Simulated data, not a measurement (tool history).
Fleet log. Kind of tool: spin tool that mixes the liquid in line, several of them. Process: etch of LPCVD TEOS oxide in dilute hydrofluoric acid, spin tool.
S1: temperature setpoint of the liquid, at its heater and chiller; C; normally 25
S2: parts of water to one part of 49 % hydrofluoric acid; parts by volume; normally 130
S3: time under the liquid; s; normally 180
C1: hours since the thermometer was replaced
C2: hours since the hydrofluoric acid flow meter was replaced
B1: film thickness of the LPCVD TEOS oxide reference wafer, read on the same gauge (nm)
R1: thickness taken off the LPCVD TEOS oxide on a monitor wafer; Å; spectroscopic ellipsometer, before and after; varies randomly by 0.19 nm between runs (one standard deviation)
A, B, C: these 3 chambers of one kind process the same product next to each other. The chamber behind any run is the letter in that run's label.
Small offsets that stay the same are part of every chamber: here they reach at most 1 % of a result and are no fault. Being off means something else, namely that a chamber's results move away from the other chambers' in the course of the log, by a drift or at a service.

run,hour,S1,S2,S3,C1,C2,B1,R1
1A,5.7,25,130,180,361.9,1538.6,29.984,234.85
2B,12.2,25,130,180,563.2,359.1,29.986,230.63
3C,20.5,25,130,180,748.9,1480.6,30.004,236.69
4C,28.3,25,130,180,756.7,1488.4,29.961,233.69
5A,35.8,25,130,180,392,1568.7,29.978,231.77
6B,44.1,21.5,130,180,595.1,391,30.018,203.35
7C,52.2,21.5,130,180,780.6,1512.3,29.964,207.46
8A,58,21.5,130,180,414.2,1590.9,30.021,203.83
9B,64.1,25,130,180,615.1,411,30.008,232.35
# hour 64.9: chamber C: thermometer replaced
10A,71,25,130,180,427.2,1603.9,30.024,230.78
11C,76.6,25,130,180,11.8,1536.7,30.002,231.98
12B,84.2,25,90,265,635.2,431.1,29.986,526.01
13A,90.7,25,90,265,446.9,1623.6,30.007,519.53
14B,96.6,25,90,265,647.6,443.5,30.043,518.84
15C,105,25,130,180,40.2,1565.1,30.011,238.84
16A,111,25,130,180,467.2,1643.9,30.004,232.52
17C,118.2,25,130,180,53.4,1578.3,29.989,232.76
18B,123.2,25,130,180,674.2,470.1,29.969,227.68
19B,129.9,25,130,180,680.9,476.8,30.002,228.04
20A,135.6,25,130,180,491.8,1668.5,30,231.47
21C,142.9,25,130,180,78.1,1603,30.008,233.62
22C,149.8,25,130,180,85,1609.9,30.018,237.14
23B,153.8,25,130,180,704.8,500.7,30.007,222
24A,160.5,25,130,180,516.7,1693.4,29.982,233.38
25B,165.2,20,180,180,716.2,512.1,30.004,124.14
26A,169.5,20,180,180,525.7,1702.4,29.985,130.9
27C,176.4,20,180,180,111.6,1636.5,30.006,133.03
28B,184.3,25,130,180,735.3,531.2,30.002,221.32
29C,188.4,29.5,190,180,123.6,1648.5,29.978,175.49
30A,196.5,29.5,190,180,552.7,1729.4,30.011,172.11
31B,200.2,29.5,190,180,751.2,547.1,30.036,162.65
32A,206.5,25,130,180,562.7,1739.4,30,233.44
33C,214.6,25,130,180,149.8,1674.7,30.002,234.87
34A,221.8,25,130,180,578,1754.7,29.969,231.07
35B,225.7,25,130,180,776.7,572.6,29.98,209.92
36C,230.5,25,130,180,165.7,1690.6,29.985,237.42

Next, every chamber runs the same settings. What will each give?
37A,236.6,25,130,180,,,,?
37B,236.6,25,130,180,,,,?
37C,236.6,25,130,180,,,,?

run,R1
37A,232.69
37B,212.76
37C,234.3
